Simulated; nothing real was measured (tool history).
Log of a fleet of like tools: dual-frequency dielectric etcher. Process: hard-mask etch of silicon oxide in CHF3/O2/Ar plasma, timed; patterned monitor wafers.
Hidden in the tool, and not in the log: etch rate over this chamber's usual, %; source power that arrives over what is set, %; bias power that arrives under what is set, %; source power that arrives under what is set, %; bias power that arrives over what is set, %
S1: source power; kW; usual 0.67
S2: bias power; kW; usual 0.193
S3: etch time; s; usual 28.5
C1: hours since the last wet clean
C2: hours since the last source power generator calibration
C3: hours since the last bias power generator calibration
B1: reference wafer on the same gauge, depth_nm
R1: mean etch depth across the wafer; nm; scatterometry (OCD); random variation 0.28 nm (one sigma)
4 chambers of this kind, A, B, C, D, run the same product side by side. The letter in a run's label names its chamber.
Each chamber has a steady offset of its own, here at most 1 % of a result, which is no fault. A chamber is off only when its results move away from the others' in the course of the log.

run,day,S1,S2,S3,C1,C2,C3,B1,R1
1B,0.388,0.67,0.193,28.5,92.3,931.1,3239.8,53.86,59.847
2A,1.067,0.67,0.193,28.5,368.2,1175.7,3597.7,53.882,60.555
3D,1.717,0.67,0.193,28.5,234.7,1202.1,4373,53.911,59.847
4C,2.225,0.67,0.193,28.5,235.9,372,1701.7,53.878,59.996
5B,2.708,0.67,0.193,28.5,148,986.8,3295.5,53.946,59.718
6C,3.171,0.67,0.193,28.5,258.6,394.7,1724.4,53.934,60.189
7D,3.592,0.67,0.193,28.5,279.7,1247.1,4418,53.882,59.894
8A,3.904,0.67,0.193,28.5,436.3,1243.8,3665.8,53.882,61.244
# day 4.254: chamber A: wet clean of the chamber
9C,4.542,0.67,0.193,28.5,291.5,427.6,1757.3,53.947,59.903
10D,5.054,0.67,0.193,28.5,314.8,1282.2,4453.1,53.876,60.049
11B,5.588,0.67,0.193,28.5,217.1,1055.9,3364.6,53.937,59.656
12A,5.929,0.67,0.193,28.5,40.2,1292.4,3714.4,53.901,60.192
# day 6.404: chamber D: bias power generator calibrated
13A,6.512,0.67,0.193,28.5,54.2,1306.4,3728.4,53.87,60.47
# day 6.704: chamber A: bias power generator calibrated
14D,7.133,0.67,0.193,28.5,364.7,1332.1,17.6,53.935,60.295
15C,7.588,0.67,0.193,28.5,364.6,500.7,1830.4,53.87,59.553
16B,8.017,0.78,0.21,28.5,275.4,1114.2,3422.9,53.898,66
17D,8.65,0.78,0.21,28.5,401.1,1368.5,54,53.845,65.785
18B,9.133,0.78,0.21,28.5,302.2,1141,3449.7,53.913,64.991
19A,9.633,0.78,0.21,28.5,129.1,1381.3,70.3,53.898,66.57
20C,10.196,0.67,0.193,28.5,427.2,563.3,1893,53.873,60.53
# day 10.358: chamber B: wet clean of the chamber
21C,10.562,0.67,0.193,28.5,436,572.1,1901.8,53.878,59.625
22A,11.188,0.67,0.193,28.5,166.4,1418.6,107.6,53.959,60.547
# day 11.212: chamber C: wet clean of the chamber
23B,11.604,0.67,0.193,28.5,30,1200.3,3509,53.928,60.141
24D,11.988,0.67,0.193,28.5,481.2,1448.6,134.1,53.952,60.587
25A,12.358,0.67,0.193,28.5,194.5,1446.7,135.7,53.897,60.975
26B,12.933,0.67,0.193,28.5,61.9,1232.2,3540.9,53.887,59.883
27D,13.467,0.67,0.193,28.5,516.7,1484.1,169.6,53.939,59.981
28C,13.783,0.67,0.193,28.5,61.7,649.4,1979.1,53.877,59.794
# day 13.971: chamber D: wet clean of the chamber
29B,14.354,0.67,0.193,28.5,96,1266.3,3575,53.955,59.991
30D,14.733,0.67,0.193,28.5,18.4,1514.5,200,53.928,59.823
31A,15.371,0.67,0.193,28.5,266.8,1519,208,53.855,60.509
32C,15.833,0.67,0.193,28.5,110.9,698.6,2028.3,53.913,59.764
33C,16.208,0.67,0.193,28.5,119.9,707.6,2037.3,53.945,59.771

All 4 chambers run these settings next. Forecast each chamber's results:
34A,16.7,0.59,0.193,28.5,,,,,?
34B,16.7,0.59,0.193,28.5,,,,,?
34C,16.7,0.59,0.193,28.5,,,,,?
34D,16.7,0.59,0.193,28.5,,,,,?

run,R1
34A,57.079
34B,56.715
34C,56.642
34D,57.047
